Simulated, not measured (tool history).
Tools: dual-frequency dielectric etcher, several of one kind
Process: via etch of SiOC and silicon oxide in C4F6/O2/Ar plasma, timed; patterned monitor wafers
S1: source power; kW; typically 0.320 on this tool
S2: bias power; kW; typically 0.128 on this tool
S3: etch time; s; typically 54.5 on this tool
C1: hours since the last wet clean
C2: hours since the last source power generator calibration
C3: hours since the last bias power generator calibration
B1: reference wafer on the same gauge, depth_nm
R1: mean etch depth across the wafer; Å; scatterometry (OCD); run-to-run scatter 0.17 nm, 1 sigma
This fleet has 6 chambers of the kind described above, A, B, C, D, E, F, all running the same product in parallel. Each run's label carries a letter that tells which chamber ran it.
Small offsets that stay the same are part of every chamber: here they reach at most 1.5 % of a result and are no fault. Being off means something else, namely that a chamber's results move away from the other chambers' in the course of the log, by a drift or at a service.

| run | hour | S1 | S2 | S3 | C1 | C2 | C3 | B1 | R1 |
|---|---|---|---|---|---|---|---|---|---|
| 1B | 8.2 | 0.320 | 0.128 | 54.5 | 496.0 | 767.2 | 571.2 | 41.806 | 511.82 |
|  | 8.3 | chamber A: source power generator calibrated |
| 2C | 16.9 | 0.320 | 0.128 | 54.5 | 398.1 | 1910.3 | 591.5 | 41.797 | 509.16 |
| 3A | 26.3 | 0.320 | 0.128 | 54.5 | 400.6 | 18.0 | 4234.1 | 41.808 | 502.14 |
| 4F | 38.3 | 0.320 | 0.128 | 54.5 | 174.7 | 2587.4 | 1167.0 | 41.839 | 513.59 |
|  | 38.5 | chamber A: wet clean of the chamber |
|  | 38.6 | chamber B: wet clean of the chamber |
| 5E | 48.7 | 0.320 | 0.128 | 54.5 | 64.0 | 4283.8 | 815.2 | 41.820 | 501.52 |
| 6D | 60.4 | 0.320 | 0.128 | 54.5 | 345.3 | 3475.7 | 3059.1 | 41.840 | 505.95 |
| 7E | 72.4 | 0.320 | 0.128 | 54.5 | 87.7 | 4307.5 | 838.9 | 41.781 | 502.88 |
|  | 83.6 | chamber D: wet clean of the chamber |
| 8C | 84.8 | 0.320 | 0.128 | 54.5 | 466.0 | 1978.2 | 659.4 | 41.800 | 509.34 |
| 9A | 97.0 | 0.320 | 0.128 | 54.5 | 58.5 | 88.7 | 4304.8 | 41.792 | 503.78 |
| 10D | 110.3 | 0.320 | 0.128 | 54.5 | 26.7 | 3525.6 | 3109.0 | 41.802 | 504.93 |
| 11B | 120.0 | 0.320 | 0.128 | 54.5 | 81.5 | 879.0 | 683.0 | 41.810 | 509.56 |
| 12F | 131.8 | 0.320 | 0.128 | 54.5 | 268.2 | 2680.9 | 1260.5 | 41.807 | 509.60 |
|  | 133.3 | chamber A: bias power generator calibrated |
| 13D | 142.1 | 0.320 | 0.128 | 54.5 | 58.5 | 3557.4 | 3140.8 | 41.812 | 504.98 |
|  | 142.5 | chamber C: wet clean of the chamber |
| 14B | 151.2 | 0.320 | 0.128 | 54.5 | 112.7 | 910.2 | 714.2 | 41.829 | 509.48 |
| 15F | 161.7 | 0.320 | 0.128 | 54.5 | 298.1 | 2710.8 | 1290.4 | 41.802 | 510.61 |
| 16C | 168.7 | 0.320 | 0.128 | 54.5 | 26.3 | 2062.1 | 743.3 | 41.749 | 510.35 |
| 17E | 182.3 | 0.320 | 0.128 | 54.5 | 197.6 | 4417.4 | 948.8 | 41.847 | 505.55 |
|  | 184.1 | chamber E: source power generator calibrated |
| 18A | 192.6 | 0.320 | 0.128 | 54.5 | 154.1 | 184.3 | 59.4 | 41.814 | 503.71 |
| 19A | 199.0 | 0.320 | 0.143 | 45.5 | 160.5 | 190.7 | 65.8 | 41.795 | 434.73 |
| 20E | 205.5 | 0.320 | 0.143 | 45.5 | 220.8 | 21.5 | 972.0 | 41.780 | 435.66 |
| 21B | 218.3 | 0.320 | 0.143 | 45.5 | 179.8 | 977.3 | 781.3 | 41.797 | 442.57 |
| 22D | 227.0 | 0.320 | 0.143 | 45.5 | 143.4 | 3642.3 | 3225.7 | 41.802 | 437.26 |
| 23C | 237.2 | 0.320 | 0.143 | 45.5 | 94.8 | 2130.6 | 811.8 | 41.790 | 442.23 |
| 24F | 250.4 | 0.320 | 0.143 | 45.5 | 386.8 | 2799.5 | 1379.1 | 41.823 | 444.61 |
| 25F | 260.4 | 0.320 | 0.128 | 54.5 | 396.8 | 2809.5 | 1389.1 | 41.761 | 511.44 |
| 26D | 274.5 | 0.320 | 0.128 | 54.5 | 190.9 | 3689.8 | 3273.2 | 41.797 | 506.77 |
| 27A | 285.1 | 0.320 | 0.117 | 64.5 | 246.6 | 276.8 | 151.9 | 41.813 | 582.03 |
| 28C | 292.5 | 0.320 | 0.117 | 64.5 | 150.1 | 2185.9 | 867.1 | 41.772 | 583.73 |
| 29E | 306.2 | 0.320 | 0.117 | 64.5 | 321.5 | 122.2 | 1072.7 | 41.826 | 583.20 |
| 30B | 314.6 | 0.320 | 0.117 | 64.5 | 276.1 | 1073.6 | 877.6 | 41.799 | 588.86 |
| 31F | 324.7 | 0.320 | 0.117 | 64.5 | 461.1 | 2873.8 | 1453.4 | 41.805 | 590.57 |
| 32E | 338.1 | 0.320 | 0.117 | 64.5 | 353.4 | 154.1 | 1104.6 | 41.771 | 579.41 |
|  | 339.7 | chamber D: bias power generator calibrated |
| 33B | 344.5 | 0.320 | 0.128 | 54.5 | 306.0 | 1103.5 | 907.5 | 41.800 | 510.32 |
| 34A | 351.4 | 0.320 | 0.128 | 54.5 | 312.9 | 343.1 | 218.2 | 41.826 | 503.43 |
| 35D | 357.8 | 0.320 | 0.128 | 54.5 | 274.2 | 3773.1 | 18.2 | 41.830 | 504.56 |
|  | 364.0 | chamber A: wet clean of the chamber |
| 36C | 368.4 | 0.320 | 0.128 | 54.5 | 226.0 | 2261.8 | 943.0 | 41.815 | 508.02 |
| 37B | 376.0 | 0.320 | 0.151 | 69.0 | 337.5 | 1135.0 | 939.0 | 41.798 | 677.24 |
| 38C | 384.6 | 0.320 | 0.151 | 69.0 | 242.2 | 2278.0 | 959.2 | 41.821 | 680.11 |
| 39F | 398.6 | 0.320 | 0.151 | 69.0 | 535.0 | 2947.7 | 1527.3 | 41.814 | 686.35 |
| 40E | 412.2 | 0.320 | 0.151 | 69.0 | 427.5 | 228.2 | 1178.7 | 41.792 | 670.20 |
|  | 412.3 | chamber D: wet clean of the chamber |
| 41A | 421.8 | 0.320 | 0.151 | 69.0 | 57.9 | 413.5 | 288.6 | 41.799 | 667.30 |
| 42D | 435.4 | 0.320 | 0.151 | 69.0 | 23.1 | 3850.7 | 95.8 | 41.803 | 673.80 |

Read the log: is a single chamber off, either drifting away or since a service, is the gauge that measures every chamber drifting, or is nothing wrong beyond small per-chamber offsets? Name any odd chamber and what most likely caused it.

No chamber stands off beyond its own small offset, and the gauge holds steady.
